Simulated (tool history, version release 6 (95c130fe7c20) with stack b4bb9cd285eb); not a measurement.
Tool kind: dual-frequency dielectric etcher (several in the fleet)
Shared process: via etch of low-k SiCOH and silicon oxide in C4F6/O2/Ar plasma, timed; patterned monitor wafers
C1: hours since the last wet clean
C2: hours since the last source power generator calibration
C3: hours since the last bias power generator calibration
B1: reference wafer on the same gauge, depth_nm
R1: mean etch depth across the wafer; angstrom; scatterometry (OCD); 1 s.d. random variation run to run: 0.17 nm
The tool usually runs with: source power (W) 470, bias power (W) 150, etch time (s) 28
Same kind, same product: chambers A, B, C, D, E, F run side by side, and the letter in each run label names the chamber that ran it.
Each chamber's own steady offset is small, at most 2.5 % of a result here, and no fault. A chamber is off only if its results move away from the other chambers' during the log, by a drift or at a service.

{"run": "1E", "day": 0.279, "source power (W)": 470, "bias power (W)": 150, "etch time (s)": 28, "C1": 266.6, "C2": 689, "C3": 1466.1, "B1": 58.504, "R1": 670.67}
{"run": "2D", "day": 0.617, "source power (W)": 470, "bias power (W)": 150, "etch time (s)": 28, "C1": 407.9, "C2": 1737.5, "C3": 1998.5, "B1": 58.487, "R1": 664.56}
{"run": "3A", "day": 0.904, "source power (W)": 470, "bias power (W)": 150, "etch time (s)": 28, "C1": 38.8, "C2": 1259.8, "C3": 1071.3, "B1": 58.52, "R1": 659.86}
{"run": "4B", "day": 1.117, "source power (W)": 470, "bias power (W)": 150, "etch time (s)": 28, "C1": 63.4, "C2": 2725.8, "C3": 476.7, "B1": 58.502, "R1": 672.94}
{"run": "5C", "day": 1.425, "source power (W)": 470, "bias power (W)": 150, "etch time (s)": 28, "C1": 375, "C2": 3700.3, "C3": 1051.5, "B1": 58.516, "R1": 672.19}
{"day": 1.429, "done": "chamber D: wet clean of the chamber"}
{"run": "6F", "day": 1.829, "source power (W)": 470, "bias power (W)": 150, "etch time (s)": 28, "C1": 105.4, "C2": 1935.1, "C3": 1017.1, "B1": 58.491, "R1": 684.03}
{"run": "7B", "day": 2.142, "source power (W)": 470, "bias power (W)": 150, "etch time (s)": 28, "C1": 88, "C2": 2750.4, "C3": 501.3, "B1": 58.497, "R1": 669.2}
{"run": "8F", "day": 2.342, "source power (W)": 470, "bias power (W)": 150, "etch time (s)": 28, "C1": 117.7, "C2": 1947.4, "C3": 1029.4, "B1": 58.476, "R1": 682.44}
{"run": "9C", "day": 2.696, "source power (W)": 470, "bias power (W)": 150, "etch time (s)": 28, "C1": 405.5, "C2": 3730.8, "C3": 1082, "B1": 58.463, "R1": 671.85}
{"run": "10A", "day": 2.904, "source power (W)": 470, "bias power (W)": 150, "etch time (s)": 28, "C1": 86.8, "C2": 1307.8, "C3": 1119.3, "B1": 58.531, "R1": 657.26}
{"run": "11E", "day": 3.171, "source power (W)": 470, "bias power (W)": 150, "etch time (s)": 28, "C1": 336, "C2": 758.4, "C3": 1535.5, "B1": 58.48, "R1": 672.04}
{"run": "12D", "day": 3.367, "source power (W)": 470, "bias power (W)": 150, "etch time (s)": 28, "C1": 46.6, "C2": 1803.5, "C3": 2064.5, "B1": 58.497, "R1": 665.25}
{"run": "13C", "day": 3.692, "source power (W)": 470, "bias power (W)": 150, "etch time (s)": 28, "C1": 429.4, "C2": 3754.7, "C3": 1105.9, "B1": 58.527, "R1": 668.43}
{"run": "14A", "day": 3.983, "source power (W)": 470, "bias power (W)": 150, "etch time (s)": 28, "C1": 112.7, "C2": 1333.7, "C3": 1145.2, "B1": 58.521, "R1": 656.64}
{"run": "15D", "day": 4.388, "source power (W)": 470, "bias power (W)": 150, "etch time (s)": 28, "C1": 71.1, "C2": 1828, "C3": 2089, "B1": 58.472, "R1": 664.53}
{"run": "16F", "day": 4.758, "source power (W)": 470, "bias power (W)": 150, "etch time (s)": 28, "C1": 175.7, "C2": 2005.4, "C3": 1087.4, "B1": 58.506, "R1": 681.74}
{"run": "17E", "day": 4.95, "source power (W)": 470, "bias power (W)": 150, "etch time (s)": 28, "C1": 378.7, "C2": 801.1, "C3": 1578.2, "B1": 58.472, "R1": 676.31}
{"run": "18B", "day": 5.246, "source power (W)": 470, "bias power (W)": 150, "etch time (s)": 28, "C1": 162.5, "C2": 2824.9, "C3": 575.8, "B1": 58.457, "R1": 672.88}
{"run": "19B", "day": 5.517, "source power (W)": 470, "bias power (W)": 150, "etch time (s)": 28, "C1": 169, "C2": 2831.4, "C3": 582.3, "B1": 58.484, "R1": 671.66}
{"run": "20A", "day": 5.821, "source power (W)": 470, "bias power (W)": 150, "etch time (s)": 28, "C1": 156.8, "C2": 1377.8, "C3": 1189.3, "B1": 58.483, "R1": 660.45}
{"run": "21E", "day": 6.217, "source power (W)": 470, "bias power (W)": 150, "etch time (s)": 28, "C1": 409.1, "C2": 831.5, "C3": 1608.6, "B1": 58.528, "R1": 679.23}
{"run": "22D", "day": 6.612, "source power (W)": 470, "bias power (W)": 150, "etch time (s)": 28, "C1": 124.5, "C2": 1881.4, "C3": 2142.4, "B1": 58.501, "R1": 665.15}
{"run": "23F", "day": 7.046, "source power (W)": 470, "bias power (W)": 150, "etch time (s)": 28, "C1": 230.6, "C2": 2060.3, "C3": 1142.3, "B1": 58.521, "R1": 684.6}
{"run": "24C", "day": 7.425, "source power (W)": 470, "bias power (W)": 150, "etch time (s)": 28, "C1": 519, "C2": 3844.3, "C3": 1195.5, "B1": 58.481, "R1": 668.57}
{"run": "25E", "day": 7.725, "source power (W)": 470, "bias power (W)": 150, "etch time (s)": 28, "C1": 445.3, "C2": 867.7, "C3": 1644.8, "B1": 58.507, "R1": 686.86}
{"run": "26D", "day": 8.108, "source power (W)": 470, "bias power (W)": 150, "etch time (s)": 28, "C1": 160.4, "C2": 1917.3, "C3": 2178.3, "B1": 58.511, "R1": 664.34}
{"run": "27C", "day": 8.479, "source power (W)": 470, "bias power (W)": 150, "etch time (s)": 28, "C1": 544.3, "C2": 3869.6, "C3": 1220.8, "B1": 58.524, "R1": 670.17}
{"run": "28A", "day": 8.812, "source power (W)": 470, "bias power (W)": 150, "etch time (s)": 28, "C1": 228.6, "C2": 1449.6, "C3": 1261.1, "B1": 58.461, "R1": 654.28}
{"run": "29F", "day": 9.146, "source power (W)": 470, "bias power (W)": 150, "etch time (s)": 28, "C1": 281, "C2": 2110.7, "C3": 1192.7, "B1": 58.487, "R1": 681.31}
{"run": "30B", "day": 9.504, "source power (W)": 470, "bias power (W)": 150, "etch time (s)": 28, "C1": 264.7, "C2": 2927.1, "C3": 678, "B1": 58.51, "R1": 675.04}
{"run": "31D", "day": 9.862, "source power (W)": 470, "bias power (W)": 150, "etch time (s)": 28, "C1": 202.5, "C2": 1959.4, "C3": 2220.4, "B1": 58.489, "R1": 664.92}
{"run": "32E", "day": 10.15, "source power (W)": 470, "bias power (W)": 150, "etch time (s)": 28, "C1": 503.5, "C2": 925.9, "C3": 1703, "B1": 58.526, "R1": 690.68}
{"run": "33B", "day": 10.525, "source power (W)": 470, "bias power (W)": 150, "etch time (s)": 28, "C1": 289.2, "C2": 2951.6, "C3": 702.5, "B1": 58.471, "R1": 671.82}
{"day": 10.625, "done": "chamber C: wet clean of the chamber"}
{"run": "34F", "day": 10.904, "source power (W)": 470, "bias power (W)": 150, "etch time (s)": 28, "C1": 323.2, "C2": 2152.9, "C3": 1234.9, "B1": 58.49, "R1": 681.15}
{"run": "35C", "day": 11.121, "source power (W)": 470, "bias power (W)": 150, "etch time (s)": 28, "C1": 11.9, "C2": 3933, "C3": 1284.2, "B1": 58.504, "R1": 671.28}
{"run": "36A", "day": 11.471, "source power (W)": 470, "bias power (W)": 173, "etch time (s)": 28, "C1": 292.4, "C2": 1513.4, "C3": 1324.9, "B1": 58.481, "R1": 686.77}
{"run": "37C", "day": 11.754, "source power (W)": 470, "bias power (W)": 173, "etch time (s)": 28, "C1": 27.1, "C2": 3948.2, "C3": 1299.4, "B1": 58.479, "R1": 699.96}
{"run": "38E", "day": 12.154, "source power (W)": 470, "bias power (W)": 173, "etch time (s)": 28, "C1": 551.6, "C2": 974, "C3": 1751.1, "B1": 58.5, "R1": 728.48}
{"run": "39D", "day": 12.367, "source power (W)": 470, "bias power (W)": 173, "etch time (s)": 28, "C1": 262.6, "C2": 2019.5, "C3": 2280.5, "B1": 58.506, "R1": 690.6}
{"run": "40B", "day": 12.608, "source power (W)": 470, "bias power (W)": 173, "etch time (s)": 28, "C1": 339.2, "C2": 3001.6, "C3": 752.5, "B1": 58.498, "R1": 702.33}

For the next run the whole fleet of 6 chambers uses the same settings. Give each chamber's results:
{"run": "41A", "day": 12.921, "source power (W)": 570, "bias power (W)": 150, "etch time (s)": 28, "R1": "?"}
{"run": "41B", "day": 12.921, "source power (W)": 570, "bias power (W)": 150, "etch time (s)": 28, "R1": "?"}
{"run": "41C", "day": 12.921, "source power (W)": 570, "bias power (W)": 150, "etch time (s)": 28, "R1": "?"}
{"run": "41D", "day": 12.921, "source power (W)": 570, "bias power (W)": 150, "etch time (s)": 28, "R1": "?"}
{"run": "41E", "day": 12.921, "source power (W)": 570, "bias power (W)": 150, "etch time (s)": 28, "R1": "?"}
{"run": "41F", "day": 12.921, "source power (W)": 570, "bias power (W)": 150, "etch time (s)": 28, "R1": "?"}

run=41A R1=708.09
run=41B R1=725.45
run=41C R1=724.18
run=41D R1=715.82
run=41E R1=755.64
run=41F R1=735.96

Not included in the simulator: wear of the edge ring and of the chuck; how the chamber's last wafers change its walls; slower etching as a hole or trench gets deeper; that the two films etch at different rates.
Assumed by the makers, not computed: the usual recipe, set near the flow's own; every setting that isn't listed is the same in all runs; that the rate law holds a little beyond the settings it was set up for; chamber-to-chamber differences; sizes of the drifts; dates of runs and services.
